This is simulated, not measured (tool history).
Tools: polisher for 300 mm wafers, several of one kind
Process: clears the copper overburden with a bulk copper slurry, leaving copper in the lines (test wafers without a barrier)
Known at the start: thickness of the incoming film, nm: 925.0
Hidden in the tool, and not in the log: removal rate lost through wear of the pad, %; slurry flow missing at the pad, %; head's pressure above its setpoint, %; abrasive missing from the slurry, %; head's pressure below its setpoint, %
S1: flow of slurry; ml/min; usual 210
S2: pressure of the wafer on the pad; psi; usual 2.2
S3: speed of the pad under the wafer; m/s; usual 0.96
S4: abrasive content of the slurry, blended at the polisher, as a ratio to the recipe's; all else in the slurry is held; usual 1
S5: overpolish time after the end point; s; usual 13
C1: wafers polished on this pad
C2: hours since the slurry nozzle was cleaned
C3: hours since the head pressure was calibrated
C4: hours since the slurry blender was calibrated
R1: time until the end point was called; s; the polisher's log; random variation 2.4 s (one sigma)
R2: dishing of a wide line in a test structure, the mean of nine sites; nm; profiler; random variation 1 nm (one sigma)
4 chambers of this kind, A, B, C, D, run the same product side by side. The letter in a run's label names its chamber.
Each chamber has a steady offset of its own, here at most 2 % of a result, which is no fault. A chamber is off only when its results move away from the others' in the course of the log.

{"hour": 1.1, "done": "chamber C: slurry nozzle cleaned"}
{"run": "1A", "hour": 6.0, "S1": 210, "S2": 2.2, "S3": 0.96, "S4": 1, "S5": 13, "C1": 319, "C2": 356.5, "C3": 206, "C4": 70.4, "R1": 128.26, "R2": 54.091}
{"run": "2D", "hour": 11.3, "S1": 210, "S2": 2.2, "S3": 0.96, "S4": 1, "S5": 13, "C1": 416, "C2": 96.7, "C3": 63.8, "C4": 120.2, "R1": 132.14, "R2": 53.899}
{"run": "3B", "hour": 15.7, "S1": 210, "S2": 2.2, "S3": 0.96, "S4": 1, "S5": 13, "C1": 134, "C2": 72.5, "C3": 1253.4, "C4": 176.6, "R1": 130, "R2": 55.547}
{"run": "4C", "hour": 22.2, "S1": 210, "S2": 2.2, "S3": 0.96, "S4": 1, "S5": 13, "C1": 145, "C2": 21.1, "C3": 303.8, "C4": 153.8, "R1": 130.76, "R2": 54.781}
{"run": "5C", "hour": 27.5, "S1": 210, "S2": 2.2, "S3": 0.96, "S4": 1, "S5": 13, "C1": 172, "C2": 26.4, "C3": 309.1, "C4": 159.1, "R1": 133.35, "R2": 54.18}
{"hour": 34.2, "done": "chamber D: worn pad replaced by a new one"}
{"run": "6B", "hour": 35.9, "S1": 210, "S2": 2.2, "S3": 0.96, "S4": 1, "S5": 13, "C1": 240, "C2": 92.7, "C3": 1273.6, "C4": 196.8, "R1": 126.3, "R2": 54.975}
{"run": "7D", "hour": 40.6, "S1": 210, "S2": 2.2, "S3": 0.96, "S4": 1, "S5": 13, "C1": 33, "C2": 126, "C3": 93.1, "C4": 149.5, "R1": 129.63, "R2": 53.854}
{"run": "8A", "hour": 45.5, "S1": 210, "S2": 2.2, "S3": 0.96, "S4": 1, "S5": 13, "C1": 525, "C2": 396, "C3": 245.5, "C4": 109.9, "R1": 129.46, "R2": 54.443}
{"run": "9D", "hour": 49.7, "S1": 210, "S2": 2.2, "S3": 0.96, "S4": 1, "S5": 13, "C1": 81, "C2": 135.1, "C3": 102.2, "C4": 158.6, "R1": 127.07, "R2": 53.942}
{"run": "10A", "hour": 56.0, "S1": 210, "S2": 2.2, "S3": 0.96, "S4": 1, "S5": 13, "C1": 580, "C2": 406.5, "C3": 256, "C4": 120.4, "R1": 129.72, "R2": 54.118}
{"run": "11C", "hour": 63.1, "S1": 210, "S2": 2.2, "S3": 0.96, "S4": 1, "S5": 13, "C1": 358, "C2": 62, "C3": 344.7, "C4": 194.7, "R1": 131.34, "R2": 53.202}
{"run": "12B", "hour": 70.9, "S1": 210, "S2": 2.2, "S3": 0.96, "S4": 1, "S5": 13, "C1": 423, "C2": 127.7, "C3": 1308.6, "C4": 231.8, "R1": 132.52, "R2": 55.849}
{"run": "13D", "hour": 75.1, "S1": 210, "S2": 2.2, "S3": 0.96, "S4": 1, "S5": 13, "C1": 214, "C2": 160.5, "C3": 127.6, "C4": 184, "R1": 126.31, "R2": 54.028}
{"run": "14B", "hour": 82.2, "S1": 210, "S2": 2.2, "S3": 0.96, "S4": 1, "S5": 13, "C1": 482, "C2": 139, "C3": 1319.9, "C4": 243.1, "R1": 128.66, "R2": 54.89}
{"run": "15C", "hour": 89.7, "S1": 210, "S2": 2.2, "S3": 0.96, "S4": 1, "S5": 13, "C1": 498, "C2": 88.6, "C3": 371.3, "C4": 221.3, "R1": 130.52, "R2": 53.736}
{"run": "16A", "hour": 94.3, "S1": 210, "S2": 2.2, "S3": 0.96, "S4": 1, "S5": 8, "C1": 780, "C2": 444.8, "C3": 294.3, "C4": 158.7, "R1": 127.4, "R2": 37.96}
{"run": "17D", "hour": 98.7, "S1": 210, "S2": 2.2, "S3": 0.96, "S4": 1, "S5": 8, "C1": 337, "C2": 184.1, "C3": 151.2, "C4": 207.6, "R1": 131.45, "R2": 37.261}
{"run": "18B", "hour": 103.5, "S1": 210, "S2": 2.2, "S3": 0.96, "S4": 1, "S5": 8, "C1": 593, "C2": 160.3, "C3": 1341.2, "C4": 264.4, "R1": 136.8, "R2": 36.39}
{"hour": 106.9, "done": "chamber B: slurry blender recalibrated"}
{"run": "19C", "hour": 107.7, "S1": 210, "S2": 2.2, "S3": 0.96, "S4": 1, "S5": 8, "C1": 592, "C2": 106.6, "C3": 389.3, "C4": 239.3, "R1": 131.67, "R2": 37.07}
{"run": "20A", "hour": 113.0, "S1": 210, "S2": 2.2, "S3": 1.26, "S4": 1, "S5": 10, "C1": 878, "C2": 463.5, "C3": 313, "C4": 177.4, "R1": 99.262, "R2": 53.972}
{"hour": 118.0, "done": "chamber C: worn pad replaced by a new one"}
{"run": "21C", "hour": 118.6, "S1": 210, "S2": 2.2, "S3": 1.26, "S4": 1, "S5": 10, "C1": 3, "C2": 117.5, "C3": 400.2, "C4": 250.2, "R1": 97.91, "R2": 54.561}
{"run": "22B", "hour": 122.7, "S1": 210, "S2": 2.2, "S3": 1.26, "S4": 1, "S5": 10, "C1": 694, "C2": 179.5, "C3": 1360.4, "C4": 15.9, "R1": 98.932, "R2": 52.658}
{"run": "23D", "hour": 126.7, "S1": 210, "S2": 2.2, "S3": 1.26, "S4": 1, "S5": 10, "C1": 483, "C2": 212.1, "C3": 179.2, "C4": 235.6, "R1": 102.13, "R2": 54.365}
{"run": "24A", "hour": 132.0, "S1": 210, "S2": 2.2, "S3": 0.96, "S4": 1, "S5": 13, "C1": 977, "C2": 482.5, "C3": 332, "C4": 196.4, "R1": 129.38, "R2": 54.045}

What goes on in this fleet: one chamber off, a drifting gauge, or nothing beyond the chambers' own small offsets? Name the chamber and the cause, if any.

No chamber stands off beyond its own small offset, and the gauge holds steady.
